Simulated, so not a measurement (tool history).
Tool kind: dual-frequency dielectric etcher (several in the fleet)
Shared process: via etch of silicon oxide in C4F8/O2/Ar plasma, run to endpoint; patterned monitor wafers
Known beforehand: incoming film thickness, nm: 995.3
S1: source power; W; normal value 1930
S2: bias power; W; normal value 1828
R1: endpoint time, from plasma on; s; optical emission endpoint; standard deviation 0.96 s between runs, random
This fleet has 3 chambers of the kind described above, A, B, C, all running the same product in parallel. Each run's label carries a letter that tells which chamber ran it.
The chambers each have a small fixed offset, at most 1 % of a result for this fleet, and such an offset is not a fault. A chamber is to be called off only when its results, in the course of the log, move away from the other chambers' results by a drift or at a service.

{"run": "1A", "hour": 9.5, "S1": 1930, "S2": 1828, "R1": 204.08}
{"run": "2C", "hour": 16.6, "S1": 1930, "S2": 1828, "R1": 204.39}
{"hour": 19.5, "done": "chamber A: source power generator calibrated"}
{"run": "3B", "hour": 24.3, "S1": 1930, "S2": 1828, "R1": 205.82}
{"hour": 27.9, "done": "chamber A: wet clean of the chamber"}
{"run": "4B", "hour": 30.2, "S1": 1930, "S2": 1828, "R1": 203.4}
{"run": "5A", "hour": 38.3, "S1": 1930, "S2": 1828, "R1": 202.03}
{"run": "6C", "hour": 48.2, "S1": 1930, "S2": 1828, "R1": 206.51}
{"run": "7A", "hour": 58.8, "S1": 1930, "S2": 1828, "R1": 204.59}
{"run": "8B", "hour": 63.7, "S1": 1930, "S2": 1828, "R1": 205.26}
{"run": "9C", "hour": 70.0, "S1": 1930, "S2": 1828, "R1": 207.48}
{"run": "10C", "hour": 78.8, "S1": 1930, "S2": 1828, "R1": 207.13}
{"run": "11B", "hour": 88.6, "S1": 1930, "S2": 1828, "R1": 204.22}
{"run": "12A", "hour": 99.7, "S1": 1930, "S2": 1828, "R1": 203.93}
{"run": "13B", "hour": 107.6, "S1": 1930, "S2": 1828, "R1": 204.33}
{"run": "14A", "hour": 118.4, "S1": 1930, "S2": 1993, "R1": 200.53}
{"run": "15C", "hour": 128.0, "S1": 1930, "S2": 1993, "R1": 204.43}
{"run": "16B", "hour": 138.7, "S1": 1930, "S2": 1993, "R1": 200.66}
{"run": "17A", "hour": 149.4, "S1": 1930, "S2": 1828, "R1": 203.62}
{"run": "18C", "hour": 155.7, "S1": 1930, "S2": 2217, "R1": 197.56}
{"run": "19C", "hour": 161.7, "S1": 1930, "S2": 2217, "R1": 197.57}
{"run": "20A", "hour": 172.4, "S1": 1930, "S2": 2217, "R1": 193.6}
{"run": "21B", "hour": 182.4, "S1": 1930, "S2": 1828, "R1": 204.0}
{"run": "22A", "hour": 188.4, "S1": 1930, "S2": 1520, "R1": 214.58}
{"run": "23C", "hour": 196.7, "S1": 1930, "S2": 1520, "R1": 223.7}
{"run": "24B", "hour": 204.2, "S1": 1930, "S2": 1520, "R1": 216.2}
{"run": "25A", "hour": 209.4, "S1": 1930, "S2": 1828, "R1": 203.47}
{"run": "26C", "hour": 220.0, "S1": 1630, "S2": 2098, "R1": 217.51}
{"run": "27B", "hour": 229.9, "S1": 1630, "S2": 2098, "R1": 210.86}
{"run": "28B", "hour": 239.4, "S1": 1630, "S2": 2098, "R1": 210.36}
{"run": "29A", "hour": 246.5, "S1": 1930, "S2": 1828, "R1": 201.95}
{"run": "30C", "hour": 257.1, "S1": 1930, "S2": 1828, "R1": 212.54}
{"run": "31C", "hour": 264.1, "S1": 1930, "S2": 1828, "R1": 213.33}
{"run": "32A", "hour": 269.7, "S1": 1930, "S2": 1828, "R1": 203.69}
{"run": "33B", "hour": 277.6, "S1": 1930, "S2": 1828, "R1": 205.74}
{"run": "34B", "hour": 287.1, "S1": 1930, "S2": 1828, "R1": 203.94}
{"run": "35A", "hour": 296.5, "S1": 1930, "S2": 1828, "R1": 204.32}
{"run": "36C", "hour": 302.6, "S1": 1930, "S2": 1828, "R1": 216.49}
{"run": "37C", "hour": 313.2, "S1": 2350, "S2": 1674, "R1": 205.16}
{"run": "38A", "hour": 318.0, "S1": 2350, "S2": 1674, "R1": 192.54}
{"run": "39B", "hour": 327.0, "S1": 2350, "S2": 1674, "R1": 192.95}
{"run": "40A", "hour": 332.6, "S1": 1930, "S2": 1828, "R1": 205.6}
{"run": "41B", "hour": 341.0, "S1": 1930, "S2": 1828, "R1": 203.76}
{"run": "42C", "hour": 351.8, "S1": 1930, "S2": 1828, "R1": 216.68}

All chambers now run identical settings, listed one chamber a line with results as question marks. What results will each chamber show?
{"run": "43A", "hour": 359.7, "S1": 1930, "S2": 1828, "R1": "?"}
{"run": "43B", "hour": 359.7, "S1": 1930, "S2": 1828, "R1": "?"}
{"run": "43C", "hour": 359.7, "S1": 1930, "S2": 1828, "R1": "?"}

run=43A R1=203.17
run=43B R1=203.74
run=43C R1=217.84
